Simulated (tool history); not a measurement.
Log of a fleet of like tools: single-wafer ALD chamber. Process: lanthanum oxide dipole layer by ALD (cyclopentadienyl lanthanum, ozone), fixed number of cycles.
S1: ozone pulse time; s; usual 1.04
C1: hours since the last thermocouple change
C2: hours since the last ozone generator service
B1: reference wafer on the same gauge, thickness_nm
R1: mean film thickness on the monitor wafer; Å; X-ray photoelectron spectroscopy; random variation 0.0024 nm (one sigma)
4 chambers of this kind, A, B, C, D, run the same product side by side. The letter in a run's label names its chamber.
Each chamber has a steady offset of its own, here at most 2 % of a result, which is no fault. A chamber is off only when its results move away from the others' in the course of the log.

run,hour,S1,C1,C2,B1,R1
1A,7.2,1.04,610.4,787.7,0.51420,4.9896
2D,15.0,1.04,406.2,982.7,0.51408,5.0712
3B,24.5,1.04,402.1,600.1,0.51356,4.9764
4C,34.2,1.04,986.9,568.3,0.51456,5.0665
5B,45.6,1.04,423.2,621.2,0.51450,5.0047
6D,56.5,1.04,447.7,1024.2,0.51396,5.0992
7C,66.7,1.04,1019.4,600.8,0.51390,5.0988
8A,73.3,1.43,676.5,853.8,0.51398,5.3524
9B,78.7,1.43,456.3,654.3,0.51385,5.4181
10A,87.5,1.43,690.7,868.0,0.51406,5.3634
11D,96.0,1.43,487.2,1063.7,0.51406,5.4889
12C,106.8,1.04,1059.5,640.9,0.51431,5.0651
13D,115.5,1.04,506.7,1083.2,0.51444,5.1024
14A,121.0,1.04,724.2,901.5,0.51396,4.9675
15B,128.9,1.04,506.5,704.5,0.51437,5.0040
16C,136.1,1.04,1088.8,670.2,0.51415,5.1308
17D,143.2,1.04,534.4,1110.9,0.51414,5.0686
18B,149.1,1.04,526.7,724.7,0.51339,5.0338
19C,158.2,1.04,1110.9,692.3,0.51373,5.0936
20A,167.0,0.72,770.2,947.5,0.51382,4.3431
21D,179.0,0.72,570.2,1146.7,0.51386,4.4003
22B,188.9,0.72,566.5,764.5,0.51391,4.3805
23C,200.5,0.72,1153.2,734.6,0.51468,4.3934
24A,207.8,1.23,811.0,988.3,0.51405,5.1952
25D,218.1,1.23,609.3,1185.8,0.51365,5.3260
26C,225.6,1.23,1178.3,759.7,0.51363,5.3126
27A,233.4,1.23,836.6,1013.9,0.51457,5.2090
28B,239.0,1.04,616.6,814.6,0.51399,4.9819
29B,250.1,1.04,627.7,825.7,0.51479,5.0434
30A,257.3,1.04,860.5,1037.8,0.51452,4.9633
31C,269.0,1.04,1221.7,803.1,0.51371,5.0242

Next, every chamber runs the same settings. What will each give?
32A,277.7,1.04,,,,?
32B,277.7,1.04,,,,?
32C,277.7,1.04,,,,?
32D,277.7,1.04,,,,?

run,R1
32A,4.9470
32B,5.0271
32C,5.0573
32D,5.0731

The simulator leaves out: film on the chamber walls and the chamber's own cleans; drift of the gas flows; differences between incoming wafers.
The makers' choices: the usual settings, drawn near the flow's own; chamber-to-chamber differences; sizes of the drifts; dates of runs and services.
